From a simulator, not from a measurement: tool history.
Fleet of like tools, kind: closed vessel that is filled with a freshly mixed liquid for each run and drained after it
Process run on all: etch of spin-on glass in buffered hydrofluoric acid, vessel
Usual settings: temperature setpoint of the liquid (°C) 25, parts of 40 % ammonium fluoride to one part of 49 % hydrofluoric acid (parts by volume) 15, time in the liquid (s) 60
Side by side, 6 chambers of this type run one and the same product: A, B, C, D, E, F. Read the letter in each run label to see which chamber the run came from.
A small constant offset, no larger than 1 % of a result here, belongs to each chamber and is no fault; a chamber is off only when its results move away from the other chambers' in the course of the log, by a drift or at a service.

run	hour	temperature setpoint of the liquid (°C)	parts of 40 % ammonium fluoride to one part of 49 % hydrofluoric acid (parts by volume)	time in the liquid (s)	read-back film thickness of the spin-on glass reference wafer, read on the same gauge (nm)	thickness taken off the spin-on glass on a monitor wafer (nm)
1A	2.9	25	15	60	109.97	142.56
2C	9	25	15	60	109.99	138.95
3D	12.4	25	15	60	109.99	142.42
4F	16.3	25	15	60	110.01	140.98
5E	19.7	25	15	60	110	140.92
6B	24.1	25	15	60	110	139.82
7E	28.7	25	15	60	109.98	140.21
8F	32.6	25	15	60	110.05	138.44
9B	36.3	25	15	60	109.98	141.16
10A	42	25	15	60	109.99	141.85
11C	45	25	15	60	110	138.81
12D	50.3	25	20	45	110.01	80.621
13E	55.1	25	20	45	110.01	78.521
14C	61.1	25	20	45	110.01	79.611
15A	65.5	25	20	45	110.03	80.6
16B	70.8	25	20	45	109.98	78.567
17D	75.2	25	20	45	110	79.942
18F	80.5	25	15	60	110	143.7
# hour 81.1: chamber D: hydrofluoric acid flow meter replaced
19C	85.9	25	15	60	110	139.07
20D	90.9	25	15	60	109.94	141.37
21F	94.5	25	15	60	110.05	143.77
22E	98.7	25	15	60	110	140.52
23A	103.2	25	15	60	110.02	139.69
24B	107.9	25	15	60	109.99	139.84
25A	113.9	25	15	60	110.02	141.65
26E	118.4	25	15	60	110.02	142.83
27D	124	25	15	60	110.02	140.99
28B	129.2	25	15	60	110.03	139.77
29F	134.5	25	15	60	110.01	146.84
30C	138.8	25	15	60	110.02	141.68
31F	144	25	15	60	109.95	150.96
32B	149.8	25	15	60	110	139.65
33D	155.4	23	15	35	109.97	73.205
34E	161	23	15	35	109.98	73.378
35C	167.5	23	15	35	109.99	73.414
36A	173.2	23	15	35	110	73.321
37C	179.7	23	15	35	109.93	72.819
38F	182.6	23	15	35	109.98	79.211

What goes on in this fleet: one chamber off, a drifting gauge, or nothing beyond the chambers' own small offsets? Name the chamber and the cause, if any.

Chamber F drifts away from the others.
What lies behind it: hydrofluoric acid flow above the setpoint (%) = 8.62.
Not necessarily distinguishable in this log from: liquid hotter than its thermometer reads (K).

Chamber F could run next with any of the 4 candidate recipes listed below; each alters the usual settings, and their results appear as question marks. Which one brings its results back in line with what the other chambers deliver on the usual settings?
In line means no further than this from the other chambers' mean on the usual settings: thickness taken off the spin-on glass on a monitor wafer (nm) 3.8
39F-1	187.5	25	15	65		?
39F-2	187.5	23.5	15	60		?
39F-3	187.5	26	13.5	60		?
39F-4	187.5	24.5	15.5	55		?

Usual-settings mean across the other chambers: thickness taken off the spin-on glass on a monitor wafer (nm) 140.36
run	thickness taken off the spin-on glass on a monitor wafer (nm)
39F-1	164.8
39F-2	140.18
39F-3	178.18
39F-4	131.38
39F-2 puts the chamber back in line with the other chambers.

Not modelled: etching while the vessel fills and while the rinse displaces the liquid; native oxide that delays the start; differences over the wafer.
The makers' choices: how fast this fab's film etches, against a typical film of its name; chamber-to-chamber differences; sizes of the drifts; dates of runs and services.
